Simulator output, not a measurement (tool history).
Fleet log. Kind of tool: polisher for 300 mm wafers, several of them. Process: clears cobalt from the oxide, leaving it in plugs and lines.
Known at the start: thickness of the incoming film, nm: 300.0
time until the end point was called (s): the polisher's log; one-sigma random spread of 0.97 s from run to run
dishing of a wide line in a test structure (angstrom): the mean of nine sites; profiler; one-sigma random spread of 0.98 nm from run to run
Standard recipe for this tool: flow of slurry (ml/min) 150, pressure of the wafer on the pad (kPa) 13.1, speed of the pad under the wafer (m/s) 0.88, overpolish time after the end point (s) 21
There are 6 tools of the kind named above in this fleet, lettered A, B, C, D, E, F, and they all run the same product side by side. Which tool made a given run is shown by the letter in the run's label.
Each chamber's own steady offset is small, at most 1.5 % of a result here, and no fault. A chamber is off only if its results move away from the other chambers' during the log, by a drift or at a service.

| run | day | flow of slurry (ml/min) | pressure of the wafer on the pad (kPa) | speed of the pad under the wafer (m/s) | overpolish time after the end point (s) | wafers polished on this pad | hours since the slurry nozzle was cleaned | hours since the head pressure was calibrated | time until the end point was called (s) | dishing of a wide line in a test structure (angstrom) |
|---|---|---|---|---|---|---|---|---|---|---|
|  | 0.171 | chamber C: worn pad replaced by a new one |
| 1C | 0.525 | 150 | 13.1 | 0.88 | 21 | 88 | 448.8 | 135.9 | 63.192 | 535.88 |
|  | 0.679 | chamber D: slurry nozzle cleaned |
| 2A | 1.146 | 150 | 13.1 | 0.88 | 21 | 1047 | 174.1 | 641.7 | 66.371 | 534.99 |
|  | 1.288 | chamber E: slurry nozzle cleaned |
|  | 1.417 | chamber F: worn pad replaced by a new one |
| 3B | 1.454 | 150 | 13.1 | 0.88 | 21 | 723 | 172.5 | 143.6 | 63.956 | 554.02 |
|  | 1.754 | chamber D: worn pad replaced by a new one |
| 4F | 1.825 | 150 | 13.1 | 0.88 | 21 | 102 | 487.2 | 720.3 | 65.286 | 530.56 |
|  | 2.242 | chamber B: worn pad replaced by a new one |
| 5E | 2.442 | 150 | 13.1 | 0.88 | 21 | 1136 | 27.8 | 676.8 | 61.544 | 534.28 |
|  | 2.808 | chamber A: worn pad replaced by a new one |
| 6D | 2.858 | 150 | 13.1 | 0.88 | 21 | 274 | 52.3 | 540.4 | 65.573 | 539.17 |
|  | 3.046 | chamber E: worn pad replaced by a new one |
| 7B | 3.146 | 150 | 13.1 | 1.06 | 15 | 224 | 213.1 | 184.2 | 51.910 | 504.61 |
| 8F | 3.458 | 150 | 13.1 | 1.06 | 15 | 508 | 526.4 | 759.5 | 53.964 | 504.32 |
| 9E | 3.850 | 150 | 13.1 | 1.06 | 15 | 200 | 61.6 | 710.6 | 53.229 | 494.39 |
| 10C | 4.138 | 150 | 13.1 | 1.06 | 15 | 985 | 535.5 | 222.6 | 51.887 | 485.19 |
|  | 4.296 | chamber A: head pressure recalibrated |
| 11A | 4.746 | 150 | 13.1 | 1.06 | 15 | 481 | 260.5 | 10.9 | 54.757 | 497.94 |
|  | 4.779 | chamber A: slurry nozzle cleaned |
|  | 4.871 | chamber C: worn pad replaced by a new one |
| 12D | 5.079 | 150 | 13.1 | 1.06 | 15 | 826 | 105.6 | 593.7 | 52.136 | 475.33 |
|  | 5.333 | chamber F: worn pad replaced by a new one |
| 13D | 5.654 | 150 | 13.1 | 0.88 | 21 | 968 | 119.4 | 607.5 | 64.427 | 532.17 |
|  | 5.954 | chamber D: worn pad replaced by a new one |
|  | 5.992 | chamber B: worn pad replaced by a new one |
| 14B | 6.267 | 150 | 13.1 | 0.88 | 21 | 68 | 288.0 | 259.1 | 63.482 | 512.75 |
| 15F | 6.800 | 150 | 13.1 | 0.88 | 21 | 364 | 606.6 | 839.7 | 62.345 | 528.60 |
|  | 7.308 | chamber E: worn pad replaced by a new one |
|  | 7.321 | chamber F: head pressure recalibrated |
| 16A | 7.354 | 150 | 13.1 | 0.88 | 21 | 1129 | 61.9 | 73.5 | 64.320 | 529.43 |
|  | 7.442 | chamber C: slurry nozzle cleaned |
| 17C | 7.638 | 150 | 13.1 | 0.88 | 21 | 687 | 4.7 | 306.6 | 63.444 | 548.19 |
|  | 7.875 | chamber A: worn pad replaced by a new one |
| 18E | 8.183 | 150 | 13.1 | 0.88 | 21 | 218 | 165.6 | 814.6 | 64.288 | 514.38 |
| 19B | 8.592 | 150 | 13.1 | 0.88 | 21 | 645 | 343.8 | 314.9 | 63.383 | 525.14 |
|  | 9.088 | chamber C: worn pad replaced by a new one |
|  | 9.112 | chamber F: worn pad replaced by a new one |
| 20C | 9.129 | 130 | 17.2 | 0.88 | 21 | 11 | 40.5 | 342.4 | 50.052 | 585.62 |
|  | 9.267 | chamber D: head pressure recalibrated |
| 21A | 9.512 | 130 | 17.2 | 0.88 | 21 | 407 | 113.7 | 125.3 | 49.442 | 584.64 |
|  | 9.804 | chamber B: worn pad replaced by a new one |
| 22E | 9.817 | 130 | 17.2 | 0.88 | 21 | 623 | 204.8 | 853.8 | 47.480 | 597.21 |
|  | 10.062 | chamber D: worn pad replaced by a new one |
|  | 10.171 | chamber C: head pressure recalibrated |
| 23F | 10.217 | 130 | 17.2 | 0.88 | 21 | 274 | 688.6 | 69.5 | 49.443 | 581.70 |
| 24D | 10.788 | 130 | 17.2 | 0.88 | 21 | 180 | 242.6 | 36.5 | 50.340 | 614.90 |
| 25C | 11.212 | 130 | 17.2 | 0.88 | 21 | 528 | 90.5 | 25.1 | 49.264 | 583.60 |
| 26A | 11.483 | 150 | 13.1 | 0.88 | 21 | 896 | 161.0 | 172.6 | 63.306 | 534.06 |
|  | 11.562 | chamber E: worn pad replaced by a new one |
| 27F | 12.000 | 150 | 13.1 | 0.88 | 21 | 717 | 731.4 | 112.3 | 64.109 | 533.55 |
| 28B | 12.567 | 150 | 13.1 | 0.88 | 21 | 686 | 439.2 | 410.3 | 63.160 | 546.52 |
| 29E | 12.967 | 150 | 13.1 | 0.88 | 21 | 349 | 280.4 | 929.4 | 62.418 | 527.17 |
|  | 13.321 | chamber F: worn pad replaced by a new one |
|  | 13.446 | chamber A: worn pad replaced by a new one |
| 30D | 13.583 | 150 | 13.1 | 0.88 | 21 | 874 | 309.7 | 103.6 | 63.846 | 536.32 |
|  | 13.588 | chamber C: worn pad replaced by a new one |
|  | 13.721 | chamber D: worn pad replaced by a new one |
|  | 13.746 | chamber B: worn pad replaced by a new one |
|  | 13.754 | chamber A: slurry nozzle cleaned |
| 31E | 13.996 | 150 | 13.1 | 0.88 | 21 | 604 | 305.1 | 954.1 | 61.644 | 539.68 |
| 32B | 14.492 | 150 | 13.1 | 0.88 | 21 | 186 | 485.4 | 456.5 | 64.642 | 533.84 |
| 33C | 14.925 | 150 | 17.2 | 0.88 | 21 | 332 | 179.6 | 114.2 | 48.673 | 606.26 |
| 34D | 15.342 | 150 | 17.2 | 0.88 | 21 | 403 | 351.9 | 145.8 | 48.627 | 602.19 |
| 35A | 15.750 | 150 | 17.2 | 0.88 | 21 | 572 | 47.9 | 275.0 | 47.834 | 593.81 |
|  | 15.958 | chamber E: worn pad replaced by a new one |
| 36F | 16.158 | 150 | 17.2 | 0.88 | 21 | 705 | 831.2 | 212.1 | 49.247 | 624.82 |
| 37A | 16.638 | 150 | 17.2 | 0.88 | 21 | 792 | 69.2 | 296.3 | 48.429 | 612.93 |
|  | 16.896 | chamber B: slurry nozzle cleaned |
| 38C | 17.271 | 150 | 17.2 | 0.88 | 21 | 914 | 235.9 | 170.5 | 49.719 | 590.05 |
|  | 17.567 | chamber F: worn pad replaced by a new one |
| 39B | 17.729 | 150 | 13.1 | 0.88 | 21 | 990 | 20.1 | 534.2 | 64.931 | 537.26 |
| 40E | 18.029 | 150 | 13.1 | 0.88 | 21 | 515 | 401.9 | 1050.9 | 64.125 | 550.06 |
|  | 18.075 | chamber D: worn pad replaced by a new one |
| 41D | 18.592 | 150 | 13.1 | 0.88 | 21 | 128 | 429.9 | 223.8 | 61.969 | 543.52 |
| 42F | 19.167 | 150 | 13.1 | 0.88 | 21 | 398 | 903.4 | 284.3 | 62.500 | 546.19 |
| 43E | 19.717 | 150 | 13.1 | 0.88 | 21 | 934 | 442.4 | 1091.4 | 61.320 | 537.13 |

For the next run the whole fleet of 6 chambers uses the same settings. Give each chamber's results:
| 44A | 20.171 | 115 | 13.1 | 0.88 | 21 |  |  |  | ? | ? |
| 44B | 20.171 | 115 | 13.1 | 0.88 | 21 |  |  |  | ? | ? |
| 44C | 20.171 | 115 | 13.1 | 0.88 | 21 |  |  |  | ? | ? |
| 44D | 20.171 | 115 | 13.1 | 0.88 | 21 |  |  |  | ? | ? |
| 44E | 20.171 | 115 | 13.1 | 0.88 | 21 |  |  |  | ? | ? |
| 44F | 20.171 | 115 | 13.1 | 0.88 | 21 |  |  |  | ? | ? |

| run | time until the end point was called (s) | dishing of a wide line in a test structure (angstrom) |
|---|---|---|
| 44A | 66.683 | 513.53 |
| 44B | 68.887 | 511.36 |
| 44C | 66.151 | 529.84 |
| 44D | 67.046 | 522.13 |
| 44E | 64.011 | 526.26 |
| 44F | 65.808 | 507.62 |
